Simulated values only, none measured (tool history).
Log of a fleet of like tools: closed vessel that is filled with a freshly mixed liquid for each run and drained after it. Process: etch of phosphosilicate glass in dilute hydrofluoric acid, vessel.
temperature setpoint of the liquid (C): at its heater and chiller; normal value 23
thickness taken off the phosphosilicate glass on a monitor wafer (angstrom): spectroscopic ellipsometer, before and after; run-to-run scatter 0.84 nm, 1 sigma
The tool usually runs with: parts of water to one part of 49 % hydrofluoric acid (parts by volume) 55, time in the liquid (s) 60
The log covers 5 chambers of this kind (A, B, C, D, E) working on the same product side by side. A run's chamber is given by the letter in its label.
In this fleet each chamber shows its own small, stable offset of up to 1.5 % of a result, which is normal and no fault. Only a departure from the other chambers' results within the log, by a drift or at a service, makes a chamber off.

| run | hour | temperature setpoint of the liquid (C) | parts of water to one part of 49 % hydrofluoric acid (parts by volume) | time in the liquid (s) | read-back film thickness of the phosphosilicate glass reference wafer, read on the same gauge (nm) | thickness taken off the phosphosilicate glass on a monitor wafer (angstrom) |
|---|---|---|---|---|---|---|
| 1C | 6.3 | 23 | 55 | 60 | 79.975 | 2018.8 |
| 2A | 15.6 | 23 | 55 | 60 | 80.037 | 2010.8 |
| 3B | 21 | 23 | 55 | 60 | 80.023 | 2026.1 |
| 4D | 30 | 23 | 55 | 60 | 79.982 | 2000.6 |
| 5E | 38.4 | 23 | 55 | 60 | 80.035 | 2020.1 |
| 6D | 46.1 | 23 | 55 | 60 | 80.021 | 2004.5 |
| 7A | 53.4 | 23 | 55 | 60 | 79.976 | 2006.6 |
| 8B | 58.5 | 23 | 55 | 60 | 80.04 | 2015.6 |
| 9E | 64.5 | 23 | 55 | 70 | 80.009 | 2349.6 |
| 10C | 73.6 | 23 | 55 | 70 | 80.015 | 2356.5 |
| 11B | 82.4 | 23 | 55 | 70 | 79.978 | 2346.4 |
| 12C | 88.2 | 23 | 55 | 70 | 79.995 | 2381.9 |
| 13A | 94.4 | 23 | 55 | 70 | 80.028 | 2323.4 |
| 14E | 100 | 19 | 55 | 45 | 79.999 | 1273.3 |
| 15D | 108.1 | 19 | 55 | 45 | 80.031 | 1267.7 |
| 16B | 115.7 | 19 | 55 | 45 | 80.001 | 1273.2 |
| 17A | 123.8 | 19 | 55 | 45 | 80.003 | 1279 |
| 18E | 132 | 19 | 55 | 45 | 79.955 | 1275.6 |
| 19C | 137.4 | 23 | 55 | 60 | 79.97 | 2025.1 |
| 20D | 145.6 | 23 | 55 | 60 | 79.961 | 1981.6 |
| 21E | 153 | 23 | 55 | 60 | 80.025 | 2012.2 |
| 22D | 161.3 | 23 | 55 | 60 | 80.019 | 1996.6 |
| 23B | 169.5 | 23 | 55 | 60 | 80.014 | 2014.5 |
| 24A | 175.4 | 23 | 55 | 60 | 80.05 | 2001.9 |
|  | 180.2 | chamber D: hydrofluoric acid flow meter replaced |
| 25C | 180.7 | 23 | 70 | 60 | 79.979 | 1557.2 |
| 26A | 187.8 | 23 | 70 | 60 | 80.033 | 1555.8 |
| 27E | 195.3 | 23 | 70 | 60 | 80.006 | 1555.8 |
| 28C | 204.2 | 23 | 70 | 60 | 80.011 | 1556.8 |
| 29B | 212.6 | 23 | 70 | 60 | 80.035 | 1558.3 |
| 30D | 220.9 | 23 | 55 | 60 | 79.988 | 2000.4 |
| 31B | 225.4 | 23 | 55 | 60 | 80.03 | 2018.5 |

Each of the 5 chambers runs these same settings next. Fill in every chamber's results:
| 32A | 232.3 | 23 | 70 | 60 |  | ? |
| 32B | 232.3 | 23 | 70 | 60 |  | ? |
| 32C | 232.3 | 23 | 70 | 60 |  | ? |
| 32D | 232.3 | 23 | 70 | 60 |  | ? |
| 32E | 232.3 | 23 | 70 | 60 |  | ? |

| run | thickness taken off the phosphosilicate glass on a monitor wafer (angstrom) |
|---|---|
| 32A | 1548.1 |
| 32B | 1555.3 |
| 32C | 1557.8 |
| 32D | 1531.9 |
| 32E | 1548.1 |
